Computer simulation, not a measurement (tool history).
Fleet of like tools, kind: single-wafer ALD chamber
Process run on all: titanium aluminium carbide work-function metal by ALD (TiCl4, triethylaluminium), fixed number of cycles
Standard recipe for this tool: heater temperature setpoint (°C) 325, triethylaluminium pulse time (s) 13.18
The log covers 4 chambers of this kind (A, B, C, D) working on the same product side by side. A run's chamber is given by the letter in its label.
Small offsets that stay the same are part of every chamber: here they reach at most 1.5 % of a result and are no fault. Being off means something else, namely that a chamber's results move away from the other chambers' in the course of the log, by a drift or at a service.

run	day	heater temperature setpoint (°C)	triethylaluminium pulse time (s)	hours since the last thermocouple change	hours since the last triethylaluminium bottle change	read-back reference wafer on the same gauge, thickness_nm	mean film thickness on the monitor wafer (nm)
1D	0.267	325	13.18	1201.4	439.6	1.8397	2.2891
2B	0.458	325	13.18	468.3	26.8	1.8399	2.2523
3C	0.633	325	13.18	858.2	1783.5	1.8411	2.3131
4A	0.908	325	13.18	808.5	1081.6	1.8375	2.3057
5C	1.162	325	13.18	870.9	1796.2	1.8393	2.3046
6B	1.296	325	13.18	488.4	46.9	1.8400	2.2587
7D	1.458	325	11.35	1230.0	468.2	1.8400	2.2871
8A	1.600	325	11.35	825.1	1098.2	1.8405	2.2725
9D	1.862	325	11.35	1239.7	477.9	1.8390	2.2575
10C	2.079	325	11.35	892.9	1818.2	1.8390	2.2938
11A	2.333	311	17.95	842.7	1115.8	1.8398	2.1691
12B	2.471	311	17.95	516.6	75.1	1.8399	2.1514
13B	2.721	311	17.95	522.6	81.1	1.8420	2.1641
14A	2.875	311	17.95	855.7	1128.8	1.8403	2.1830
15D	3.092	325	9.24	1269.2	507.4	1.8417	2.1887
16C	3.225	325	9.24	920.4	1845.7	1.8401	2.2111
17C	3.412	325	9.24	924.9	1850.2	1.8386	2.2393
18B	3.579	325	9.24	543.2	101.7	1.8388	2.2223
19A	3.733	325	13.18	876.3	1149.4	1.8404	2.2848
20D	3.958	325	13.18	1290.0	528.2	1.8375	2.2630
21A	4.162	325	13.18	886.6	1159.7	1.8416	2.2768
22C	4.342	325	13.18	947.2	1872.5	1.8378	2.3026
23D	4.475	325	13.18	1302.4	540.6	1.8410	2.2445
24B	4.638	325	13.18	568.6	127.1	1.8401	2.3018
25C	4.783	325	13.18	957.8	1883.1	1.8421	2.2977
26D	5.062	325	13.18	1316.5	554.7	1.8393	2.2418
27A	5.308	325	13.18	914.1	1187.2	1.8383	2.2877
# day 5.467: chamber C: triethylaluminium bottle replaced
28B	5.479	310	16.90	588.8	147.3	1.8389	2.1564
29C	5.642	310	16.90	978.4	4.3	1.8394	2.1846
30A	5.838	310	16.90	926.8	1199.9	1.8407	2.1737
31B	6.125	310	16.90	604.3	162.8	1.8387	2.1597

One chamber off, gauge drift, or nothing amiss beyond the chambers' own small offsets? If it is a chamber, which one, and what is the likeliest cause?

It is chamber D that slowly wanders off from its peers.
Most likely cause: triethylaluminium dose below that of a fresh bottle (%) = 33.4.

Below are 4 candidate recipes for chamber D's next run, each the usual settings with a change, their results shown as question marks. Which of them brings D's results back in line with what the other chambers give on the usual settings?
A result is in line if it is within this distance of the other chambers' mean on the usual settings: mean film thickness on the monitor wafer (nm) 0.0370
32D-1	6.342	329	14.82				?
32D-2	6.342	325	12.52				?
32D-3	6.342	326	13.53				?
32D-4	6.342	325	10.60				?

Usual-settings mean across the other chambers: mean film thickness on the monitor wafer (nm) 2.2859
run	mean film thickness on the monitor wafer (nm)
32D-1	2.2767
32D-2	2.1876
32D-3	2.2234
32D-4	2.1153
It is 32D-1 that realigns the chamber with its peers.
